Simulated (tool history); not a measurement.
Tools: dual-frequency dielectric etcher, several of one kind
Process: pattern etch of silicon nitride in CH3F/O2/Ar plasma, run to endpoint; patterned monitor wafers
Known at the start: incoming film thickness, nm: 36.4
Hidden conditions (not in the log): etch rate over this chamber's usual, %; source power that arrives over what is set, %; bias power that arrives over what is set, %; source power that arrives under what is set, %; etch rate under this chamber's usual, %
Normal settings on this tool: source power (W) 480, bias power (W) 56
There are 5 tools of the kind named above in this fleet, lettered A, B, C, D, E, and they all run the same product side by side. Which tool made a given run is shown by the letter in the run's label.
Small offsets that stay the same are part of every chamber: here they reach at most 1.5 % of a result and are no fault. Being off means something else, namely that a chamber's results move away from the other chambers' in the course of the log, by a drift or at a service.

run,hour,source power (W),bias power (W),hours since the last wet clean,hours since the last source power generator calibration,hours since the last bias power generator calibration,endpoint time (s)
1C,3,480,56,299,2339.2,2962.5,53.388
2A,8.1,480,56,427.4,2724.1,741.4,54.083
3B,12,480,56,77.5,3025.2,1135.2,53.512
4D,14.8,480,56,278.5,1385.1,2144.3,52.98
5E,20.3,480,56,386.5,2342.3,1051.8,53.002
6C,23.9,480,56,319.9,2360.1,2983.4,53.954
7A,28.1,480,56,447.4,2744.1,761.4,54.012
8B,31.4,480,56,96.9,3044.6,1154.6,52.85
9E,34.7,480,56,400.9,2356.7,1066.2,52.599
10D,40.7,480,56,304.4,1411,2170.2,52.971
11E,46.5,480,62,412.7,2368.5,1078,51.556
12C,50,480,62,346,2386.2,3009.5,52.332
13D,53.2,480,62,316.9,1423.5,2182.7,51.476
14B,58.3,480,62,123.8,3071.5,1181.5,51.217
15A,62.3,480,62,481.6,2778.3,795.6,51.949
16E,65.6,560,49,431.8,2387.6,1097.1,52.322
17A,71.4,560,49,490.7,2787.4,804.7,52.966
18D,75.4,560,49,339.1,1445.7,2204.9,52.384
19C,79.2,560,49,375.2,2415.4,3038.7,53.234
20B,83.7,560,49,149.2,3096.9,1206.9,52.361
21E,86.4,480,56,452.6,2408.4,1117.9,52.561
# hour 88.1: chamber E: wet clean of the chamber
22B,90,520,62,155.5,3103.2,1213.2,50.088
23D,94.8,520,62,358.5,1465.1,2224.3,49.865
24C,98.5,520,62,394.5,2434.7,3058,50.386
25A,103.1,520,62,522.4,2819.1,836.4,50.383
26E,109.2,520,62,21.1,2431.2,1140.7,49.548
27B,113.7,480,56,179.2,3126.9,1236.9,53.527
28A,119.2,480,56,538.5,2835.2,852.5,53.199
29D,125,480,56,388.7,1495.3,2254.5,53.039
30C,129,480,56,425,2465.2,3088.5,53.22
31B,134,530,67,199.5,3147.2,1257.2,48.083
32C,139.9,530,67,435.9,2476.1,3099.4,48.524
33D,142.9,530,67,406.6,1513.2,2272.4,49.041
34A,146.4,530,67,565.7,2862.4,879.7,48.257

Has any chamber moved away from the others, gradually or after a service, or does the common gauge drift, or do the chambers differ only by their own small steady offsets? State the chamber and the most likely cause if one applies.

All chambers stay in line apart from their small fixed offsets, and the gauge does not drift.
